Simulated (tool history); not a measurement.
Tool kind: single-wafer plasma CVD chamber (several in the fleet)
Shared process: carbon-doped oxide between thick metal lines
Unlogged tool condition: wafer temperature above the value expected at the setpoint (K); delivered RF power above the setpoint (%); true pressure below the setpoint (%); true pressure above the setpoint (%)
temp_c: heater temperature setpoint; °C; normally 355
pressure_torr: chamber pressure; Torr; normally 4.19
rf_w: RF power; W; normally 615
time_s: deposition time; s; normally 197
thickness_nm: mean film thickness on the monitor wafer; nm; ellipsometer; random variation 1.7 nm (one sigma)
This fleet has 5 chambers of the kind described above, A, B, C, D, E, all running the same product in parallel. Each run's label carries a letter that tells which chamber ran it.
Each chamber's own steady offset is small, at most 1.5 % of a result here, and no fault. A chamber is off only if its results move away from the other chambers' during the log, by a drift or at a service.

run	hour	temp_c	pressure_torr	rf_w	time_s	hours since the last thermocouple change	hours since the last RF generator calibration	hours since the last manometer calibration	read-back reference wafer on the same gauge, thickness_nm	thickness_nm
1E	6.0	355	4.19	615	197	394.1	1418.2	610.6	930.04	1083.4
2A	16.3	355	4.19	615	197	980.8	1365.0	1943.2	929.87	1088.9
3D	26.3	355	4.19	615	197	153.7	1917.2	467.9	929.33	1094.3
4B	36.0	355	4.19	615	197	50.6	949.7	760.8	929.69	1074.0
5C	41.5	355	4.19	615	197	857.3	933.9	1222.4	929.46	1076.9
6B	48.8	355	4.19	615	197	63.4	962.5	773.6	929.39	1077.8
7E	60.7	349	4.19	720	197	448.8	1472.9	665.3	928.90	1205.4
8D	73.1	349	4.19	720	197	200.5	1964.0	514.7	929.23	1217.0
9C	82.6	349	4.19	720	197	898.4	975.0	1263.5	928.89	1197.1
10A	91.0	349	4.19	720	197	1055.5	1439.7	2017.9	928.41	1216.8
11C	102.5	349	4.19	720	197	918.3	994.9	1283.4	928.32	1195.6
12E	110.2	355	4.19	615	197	498.3	1522.4	714.8	928.51	1081.8
13A	121.9	355	4.19	615	197	1086.4	1470.6	2048.8	928.36	1087.3
14D	127.8	355	4.19	615	197	255.2	2018.7	569.4	928.23	1092.0
15B	138.7	355	4.19	615	197	153.3	1052.4	863.5	928.43	1075.3
16B	145.1	355	4.19	615	197	159.7	1058.8	869.9	928.15	1075.2
17C	156.8	355	4.19	615	197	972.6	1049.2	1337.7	928.28	1075.6
18E	166.8	362	3.76	615	197	554.9	1579.0	771.4	927.24	1047.4
19A	172.3	362	3.76	615	197	1136.8	1521.0	2099.2	927.80	1051.2
20D	183.8	362	3.76	615	197	311.2	2074.7	625.4	927.47	1057.1
# hour 187.7: chamber D: RF generator calibrated
21C	195.9	362	3.76	615	197	1011.7	1088.3	1376.8	927.07	1038.7
22B	204.9	362	3.76	615	197	219.5	1118.6	929.7	927.14	1038.2
23D	216.0	355	4.19	615	197	343.4	28.3	657.6	926.75	1084.9
24E	224.4	355	4.19	615	197	612.5	1636.6	829.0	927.05	1077.9
25A	230.0	355	4.19	615	197	1194.5	1578.7	2156.9	926.81	1082.0
26E	239.7	355	4.19	615	197	627.8	1651.9	844.3	926.57	1079.0
# hour 244.4: chamber A: capacitance manometer re-zeroed and calibrated
27D	249.5	355	3.78	710	197	376.9	61.8	691.1	926.98	1167.7
28B	260.3	355	3.78	710	197	274.9	1174.0	985.1	926.54	1152.0
29A	272.8	355	3.78	710	197	1237.3	1621.5	28.5	925.86	1162.6
30C	279.8	355	3.78	710	197	1095.6	1172.2	1460.7	926.06	1148.4
31C	291.4	355	3.78	710	197	1107.2	1183.8	1472.3	926.14	1148.0
32E	303.8	355	4.19	615	197	691.9	1716.0	908.4	925.92	1079.7
33A	312.3	355	4.19	615	197	1276.8	1661.0	68.0	925.74	1081.5
34D	319.0	355	4.19	615	197	446.4	131.3	760.6	925.65	1089.2
35B	329.1	355	4.19	615	197	343.7	1242.8	1053.9	925.62	1068.3
36A	335.8	355	4.19	615	197	1300.3	1684.5	91.5	925.30	1083.6
37E	341.7	355	4.19	615	197	729.8	1753.9	946.3	925.11	1078.4
38D	349.7	355	3.78	615	197	477.1	162.0	791.3	925.04	1072.2
39C	361.2	355	3.78	615	197	1177.0	1253.6	1542.1	924.93	1054.3
40B	368.1	355	3.78	615	197	382.7	1281.8	1092.9	925.07	1055.5
41B	379.5	355	3.78	615	197	394.1	1293.2	1104.3	924.86	1053.3
42E	391.8	355	3.78	615	197	779.9	1804.0	996.4	924.71	1059.4
43C	403.5	355	4.19	615	197	1219.3	1295.9	1584.4	924.48	1071.1
44D	415.9	355	4.19	615	197	543.3	228.2	857.5	924.40	1084.6

All chambers now run identical settings, listed one chamber a line with results as question marks. What results will each chamber show?
45A	424.9	355	4.19	615	211					?
45B	424.9	355	4.19	615	211					?
45C	424.9	355	4.19	615	211					?
45D	424.9	355	4.19	615	211					?
45E	424.9	355	4.19	615	211					?

run	thickness_nm
45A	1158.7
45B	1143.3
45C	1144.9
45D	1163.8
45E	1151.6
